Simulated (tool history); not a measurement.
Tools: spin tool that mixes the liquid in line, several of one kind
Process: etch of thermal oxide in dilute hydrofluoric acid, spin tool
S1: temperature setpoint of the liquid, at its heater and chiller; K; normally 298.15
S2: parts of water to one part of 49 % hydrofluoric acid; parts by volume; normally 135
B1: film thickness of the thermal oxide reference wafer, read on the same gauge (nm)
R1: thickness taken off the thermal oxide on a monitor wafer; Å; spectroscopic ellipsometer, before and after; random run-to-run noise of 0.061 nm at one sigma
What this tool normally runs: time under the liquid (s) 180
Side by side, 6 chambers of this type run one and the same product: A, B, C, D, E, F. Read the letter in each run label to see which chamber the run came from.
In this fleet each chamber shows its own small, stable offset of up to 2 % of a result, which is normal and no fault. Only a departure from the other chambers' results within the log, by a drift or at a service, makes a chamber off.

run 1E day=0.338 | S1=298.15 S2=135 time_under_the_liquid_(s)=180 | B1=90.014 | R1=64.860
run 2F day=0.746 | S1=298.15 S2=135 time_under_the_liquid_(s)=180 | B1=90.023 | R1=65.262
-- day=0.775 chamber A: hydrofluoric acid flow meter replaced
run 3B day=1.042 | S1=298.15 S2=135 time_under_the_liquid_(s)=180 | B1=89.994 | R1=65.703
-- day=1.054 chamber B: hydrofluoric acid flow meter replaced
run 4A day=1.608 | S1=298.15 S2=135 time_under_the_liquid_(s)=180 | B1=89.933 | R1=63.437
run 5C day=2.071 | S1=298.15 S2=135 time_under_the_liquid_(s)=180 | B1=89.970 | R1=65.416
run 6D day=2.425 | S1=298.15 S2=135 time_under_the_liquid_(s)=180 | B1=90.019 | R1=64.589
run 7B day=2.812 | S1=295.15 S2=80 time_under_the_liquid_(s)=180 | B1=89.984 | R1=104.600
run 8E day=3.262 | S1=295.15 S2=80 time_under_the_liquid_(s)=180 | B1=90.010 | R1=103.440
run 9F day=3.583 | S1=295.15 S2=80 time_under_the_liquid_(s)=180 | B1=89.973 | R1=101.420
run 10C day=4.029 | S1=295.15 S2=80 time_under_the_liquid_(s)=180 | B1=89.996 | R1=105.410
-- day=4.262 chamber D: thermometer replaced
run 11A day=4.371 | S1=295.15 S2=80 time_under_the_liquid_(s)=180 | B1=90.005 | R1=104.790
run 12D day=4.717 | S1=295.15 S2=80 time_under_the_liquid_(s)=180 | B1=89.969 | R1=101.740
run 13D day=5.121 | S1=298.15 S2=135 time_under_the_liquid_(s)=215 | B1=89.968 | R1=76.603
run 14C day=5.458 | S1=298.15 S2=135 time_under_the_liquid_(s)=215 | B1=90.000 | R1=76.516
run 15B day=5.933 | S1=298.15 S2=135 time_under_the_liquid_(s)=215 | B1=89.978 | R1=78.141
run 16F day=6.558 | S1=298.15 S2=135 time_under_the_liquid_(s)=215 | B1=89.995 | R1=74.494
run 17E day=7.121 | S1=298.15 S2=135 time_under_the_liquid_(s)=215 | B1=90.006 | R1=75.769
run 18A day=7.654 | S1=298.15 S2=135 time_under_the_liquid_(s)=215 | B1=89.991 | R1=76.497
run 19C day=8.133 | S1=298.15 S2=135 time_under_the_liquid_(s)=180 | B1=90.014 | R1=64.178
run 20D day=8.500 | S1=298.15 S2=135 time_under_the_liquid_(s)=180 | B1=89.972 | R1=63.279
run 21A day=8.958 | S1=298.15 S2=135 time_under_the_liquid_(s)=180 | B1=90.025 | R1=65.409
run 22F day=9.567 | S1=298.15 S2=135 time_under_the_liquid_(s)=180 | B1=89.997 | R1=61.778
run 23B day=10.054 | S1=298.15 S2=135 time_under_the_liquid_(s)=180 | B1=90.046 | R1=65.341
run 24E day=10.483 | S1=298.15 S2=135 time_under_the_liquid_(s)=180 | B1=90.000 | R1=63.528
run 25A day=10.992 | S1=298.15 S2=135 time_under_the_liquid_(s)=180 | B1=90.028 | R1=64.240
run 26C day=11.312 | S1=298.15 S2=135 time_under_the_liquid_(s)=180 | B1=89.965 | R1=64.647
run 27E day=11.604 | S1=298.15 S2=135 time_under_the_liquid_(s)=180 | B1=89.980 | R1=64.775
run 28D day=12.096 | S1=294.65 S2=175 time_under_the_liquid_(s)=180 | B1=90.019 | R1=41.713
run 29B day=12.454 | S1=294.65 S2=175 time_under_the_liquid_(s)=180 | B1=89.983 | R1=41.893
run 30F day=12.742 | S1=294.65 S2=175 time_under_the_liquid_(s)=180 | B1=90.010 | R1=39.309
run 31F day=13.100 | S1=294.65 S2=175 time_under_the_liquid_(s)=180 | B1=89.988 | R1=38.814
run 32A day=13.592 | S1=294.65 S2=175 time_under_the_liquid_(s)=180 | B1=89.994 | R1=41.213
run 33E day=14.125 | S1=294.65 S2=175 time_under_the_liquid_(s)=180 | B1=90.018 | R1=40.961
run 34C day=14.546 | S1=298.15 S2=135 time_under_the_liquid_(s)=180 | B1=90.010 | R1=64.626
run 35B day=15.033 | S1=298.15 S2=135 time_under_the_liquid_(s)=180 | B1=90.005 | R1=65.432
run 36D day=15.496 | S1=298.15 S2=135 time_under_the_liquid_(s)=180 | B1=90.001 | R1=64.362

Each of the 6 chambers runs these same settings next. Fill in every chamber's results:
run 37A day=15.946 | S1=295.15 S2=135 time_under_the_liquid_(s)=180 | R1=?
run 37B day=15.946 | S1=295.15 S2=135 time_under_the_liquid_(s)=180 | R1=?
run 37C day=15.946 | S1=295.15 S2=135 time_under_the_liquid_(s)=180 | R1=?
run 37D day=15.946 | S1=295.15 S2=135 time_under_the_liquid_(s)=180 | R1=?
run 37E day=15.946 | S1=295.15 S2=135 time_under_the_liquid_(s)=180 | R1=?
run 37F day=15.946 | S1=295.15 S2=135 time_under_the_liquid_(s)=180 | R1=?

run=37A R1=56.824
run=37B R1=57.889
run=37C R1=57.901
run=37D R1=57.865
run=37E R1=56.118
run=37F R1=54.049

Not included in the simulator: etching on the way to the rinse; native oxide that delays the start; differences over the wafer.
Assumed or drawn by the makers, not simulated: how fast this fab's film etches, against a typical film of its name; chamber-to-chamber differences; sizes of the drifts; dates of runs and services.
